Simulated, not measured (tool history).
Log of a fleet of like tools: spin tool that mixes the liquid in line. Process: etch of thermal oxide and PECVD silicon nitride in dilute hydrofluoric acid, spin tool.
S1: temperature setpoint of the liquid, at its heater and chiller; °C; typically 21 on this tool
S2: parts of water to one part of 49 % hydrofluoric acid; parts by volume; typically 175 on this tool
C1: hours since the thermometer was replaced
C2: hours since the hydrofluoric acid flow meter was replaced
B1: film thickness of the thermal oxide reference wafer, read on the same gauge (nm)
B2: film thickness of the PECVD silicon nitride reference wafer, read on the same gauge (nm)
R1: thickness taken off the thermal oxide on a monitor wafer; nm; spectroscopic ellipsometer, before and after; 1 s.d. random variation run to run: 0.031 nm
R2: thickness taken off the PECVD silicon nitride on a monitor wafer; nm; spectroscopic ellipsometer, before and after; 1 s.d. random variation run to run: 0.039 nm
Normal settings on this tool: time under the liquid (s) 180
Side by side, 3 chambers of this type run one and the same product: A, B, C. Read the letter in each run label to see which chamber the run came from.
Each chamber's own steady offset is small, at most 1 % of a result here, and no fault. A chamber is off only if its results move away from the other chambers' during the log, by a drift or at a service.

{"run": "1C", "hour": 9.7, "S1": 21, "S2": 175, "time under the liquid (s)": 180, "C1": 216.9, "C2": 240.4, "B1": 110, "B2": 150.01, "R1": 3.97, "R2": 1.5035}
{"run": "2B", "hour": 18.7, "S1": 21, "S2": 175, "time under the liquid (s)": 180, "C1": 73.4, "C2": 1239.8, "B1": 110, "B2": 149.97, "R1": 3.9473, "R2": 1.4888}
{"run": "3A", "hour": 30.5, "S1": 21, "S2": 175, "time under the liquid (s)": 180, "C1": 1957.5, "C2": 390.4, "B1": 110.01, "B2": 150.02, "R1": 4.0106, "R2": 1.54}
{"run": "4B", "hour": 40.7, "S1": 21, "S2": 175, "time under the liquid (s)": 180, "C1": 95.4, "C2": 1261.8, "B1": 109.97, "B2": 150.04, "R1": 3.9359, "R2": 1.4818}
{"run": "5A", "hour": 48.3, "S1": 23, "S2": 175, "time under the liquid (s)": 180, "C1": 1975.3, "C2": 408.2, "B1": 110, "B2": 150.01, "R1": 4.3376, "R2": 1.69}
{"run": "6C", "hour": 54.5, "S1": 23, "S2": 175, "time under the liquid (s)": 180, "C1": 261.7, "C2": 285.2, "B1": 109.99, "B2": 150, "R1": 4.3518, "R2": 1.6983}
{"run": "7C", "hour": 67.1, "S1": 23, "S2": 175, "time under the liquid (s)": 180, "C1": 274.3, "C2": 297.8, "B1": 110.02, "B2": 150, "R1": 4.2825, "R2": 1.8098}
{"run": "8B", "hour": 76.8, "S1": 21, "S2": 175, "time under the liquid (s)": 180, "C1": 131.5, "C2": 1297.9, "B1": 110, "B2": 150.02, "R1": 3.9251, "R2": 1.4536}
{"run": "9A", "hour": 87.7, "S1": 21, "S2": 175, "time under the liquid (s)": 180, "C1": 2014.7, "C2": 447.6, "B1": 110.02, "B2": 150.05, "R1": 4.008, "R2": 1.566}
{"run": "10C", "hour": 98.2, "S1": 21, "S2": 175, "time under the liquid (s)": 180, "C1": 305.4, "C2": 328.9, "B1": 110, "B2": 149.99, "R1": 3.9741, "R2": 1.4713}
{"run": "11B", "hour": 105.9, "S1": 21, "S2": 175, "time under the liquid (s)": 180, "C1": 160.6, "C2": 1327, "B1": 109.98, "B2": 150, "R1": 3.9716, "R2": 1.4601}
{"run": "12A", "hour": 114.5, "S1": 21, "S2": 175, "time under the liquid (s)": 180, "C1": 2041.5, "C2": 474.4, "B1": 110, "B2": 150.03, "R1": 4.0983, "R2": 1.5499}
{"run": "13B", "hour": 126.5, "S1": 21, "S2": 175, "time under the liquid (s)": 180, "C1": 181.2, "C2": 1347.6, "B1": 110.02, "B2": 150, "R1": 3.9558, "R2": 1.4807}
{"hour": 136.5, "done": "chamber B: hydrofluoric acid flow meter replaced"}
{"run": "14A", "hour": 136.7, "S1": 18, "S2": 175, "time under the liquid (s)": 240, "C1": 2063.7, "C2": 496.6, "B1": 110.02, "B2": 149.99, "R1": 4.8206, "R2": 1.7058}
{"run": "15C", "hour": 148.8, "S1": 18, "S2": 175, "time under the liquid (s)": 240, "C1": 356, "C2": 379.5, "B1": 109.99, "B2": 149.99, "R1": 4.6679, "R2": 1.7071}
{"run": "16A", "hour": 156.8, "S1": 18, "S2": 175, "time under the liquid (s)": 240, "C1": 2083.8, "C2": 516.7, "B1": 110, "B2": 150, "R1": 4.8558, "R2": 1.6692}
{"run": "17B", "hour": 168.0, "S1": 21, "S2": 175, "time under the liquid (s)": 180, "C1": 222.7, "C2": 31.5, "B1": 110.01, "B2": 150.01, "R1": 3.9263, "R2": 1.4708}
{"run": "18C", "hour": 175.4, "S1": 21, "S2": 175, "time under the liquid (s)": 180, "C1": 382.6, "C2": 406.1, "B1": 110, "B2": 149.99, "R1": 4.0322, "R2": 1.4797}
{"run": "19A", "hour": 186.1, "S1": 21, "S2": 175, "time under the liquid (s)": 180, "C1": 2113.1, "C2": 546, "B1": 109.98, "B2": 150.02, "R1": 4.1271, "R2": 1.5131}
{"run": "20B", "hour": 194.3, "S1": 21, "S2": 175, "time under the liquid (s)": 180, "C1": 249, "C2": 57.8, "B1": 110, "B2": 149.97, "R1": 3.9524, "R2": 1.5549}
{"run": "21C", "hour": 200.1, "S1": 19, "S2": 175, "time under the liquid (s)": 110, "C1": 407.3, "C2": 430.8, "B1": 109.98, "B2": 150, "R1": 2.2429, "R2": 0.83062}
{"run": "22C", "hour": 206.3, "S1": 19, "S2": 175, "time under the liquid (s)": 110, "C1": 413.5, "C2": 437, "B1": 110.02, "B2": 150.01, "R1": 2.254, "R2": 0.84784}
{"run": "23A", "hour": 215.7, "S1": 19, "S2": 175, "time under the liquid (s)": 110, "C1": 2142.7, "C2": 575.6, "B1": 110.02, "B2": 149.96, "R1": 2.3621, "R2": 0.84218}
{"run": "24B", "hour": 224.4, "S1": 21, "S2": 175, "time under the liquid (s)": 180, "C1": 279.1, "C2": 87.9, "B1": 109.99, "B2": 149.98, "R1": 3.9497, "R2": 1.5019}
{"run": "25C", "hour": 231.0, "S1": 21, "S2": 175, "time under the liquid (s)": 180, "C1": 438.2, "C2": 461.7, "B1": 110, "B2": 149.99, "R1": 3.9437, "R2": 1.5306}
{"run": "26B", "hour": 242.6, "S1": 21, "S2": 175, "time under the liquid (s)": 180, "C1": 297.3, "C2": 106.1, "B1": 109.98, "B2": 149.98, "R1": 3.9072, "R2": 1.5329}
{"run": "27A", "hour": 255.8, "S1": 21, "S2": 175, "time under the liquid (s)": 180, "C1": 2182.8, "C2": 615.7, "B1": 110, "B2": 150, "R1": 4.1342, "R2": 1.5792}
{"run": "28B", "hour": 264.1, "S1": 21, "S2": 175, "time under the liquid (s)": 180, "C1": 318.8, "C2": 127.6, "B1": 110.02, "B2": 150.01, "R1": 3.8842, "R2": 1.4737}
{"run": "29C", "hour": 271.4, "S1": 21, "S2": 175, "time under the liquid (s)": 180, "C1": 478.6, "C2": 502.1, "B1": 110, "B2": 150, "R1": 3.9703, "R2": 1.4859}
{"run": "30A", "hour": 284.3, "S1": 21, "S2": 175, "time under the liquid (s)": 180, "C1": 2211.3, "C2": 644.2, "B1": 110.03, "B2": 150, "R1": 4.2206, "R2": 1.5864}
{"run": "31A", "hour": 291.1, "S1": 21, "S2": 175, "time under the liquid (s)": 180, "C1": 2218.1, "C2": 651, "B1": 110.01, "B2": 150.04, "R1": 4.185, "R2": 1.6186}
{"run": "32B", "hour": 301.4, "S1": 21, "S2": 175, "time under the liquid (s)": 180, "C1": 356.1, "C2": 164.9, "B1": 110.01, "B2": 150.01, "R1": 3.9715, "R2": 1.4803}
{"hour": 311.9, "done": "chamber C: hydrofluoric acid flow meter replaced"}
{"run": "33C", "hour": 313.4, "S1": 21, "S2": 175, "time under the liquid (s)": 180, "C1": 520.6, "C2": 1.5, "B1": 109.99, "B2": 150, "R1": 3.9871, "R2": 1.508}
{"run": "34B", "hour": 325.9, "S1": 21, "S2": 175, "time under the liquid (s)": 180, "C1": 380.6, "C2": 189.4, "B1": 110, "B2": 150, "R1": 3.9955, "R2": 1.5258}
{"run": "35A", "hour": 338.3, "S1": 21, "S2": 175, "time under the liquid (s)": 180, "C1": 2265.3, "C2": 698.2, "B1": 110.01, "B2": 150.01, "R1": 4.2951, "R2": 1.5978}
{"run": "36C", "hour": 349.2, "S1": 21, "S2": 175, "time under the liquid (s)": 180, "C1": 556.4, "C2": 37.3, "B1": 109.99, "B2": 150, "R1": 3.9499, "R2": 1.5255}
{"run": "37A", "hour": 356.7, "S1": 21, "S2": 175, "time under the liquid (s)": 180, "C1": 2283.7, "C2": 716.6, "B1": 109.98, "B2": 149.98, "R1": 4.3003, "R2": 1.6462}
{"run": "38C", "hour": 363.4, "S1": 21, "S2": 175, "time under the liquid (s)": 180, "C1": 570.6, "C2": 51.5, "B1": 110.01, "B2": 150.02, "R1": 3.9949, "R2": 1.5268}
{"run": "39B", "hour": 369.6, "S1": 21, "S2": 175, "time under the liquid (s)": 180, "C1": 424.3, "C2": 233.1, "B1": 109.99, "B2": 150, "R1": 3.9428, "R2": 1.5679}

All 3 chambers run these settings next. Forecast each chamber's results:
{"run": "40A", "hour": 379.0, "S1": 21, "S2": 175, "time under the liquid (s)": 140, "R1": "?", "R2": "?"}
{"run": "40B", "hour": 379.0, "S1": 21, "S2": 175, "time under the liquid (s)": 140, "R1": "?", "R2": "?"}
{"run": "40C", "hour": 379.0, "S1": 21, "S2": 175, "time under the liquid (s)": 140, "R1": "?", "R2": "?"}

run=40A R1=3.2772 R2=1.2846
run=40B R1=3.0653 R2=1.1672
run=40C R1=3.1345 R2=1.1406
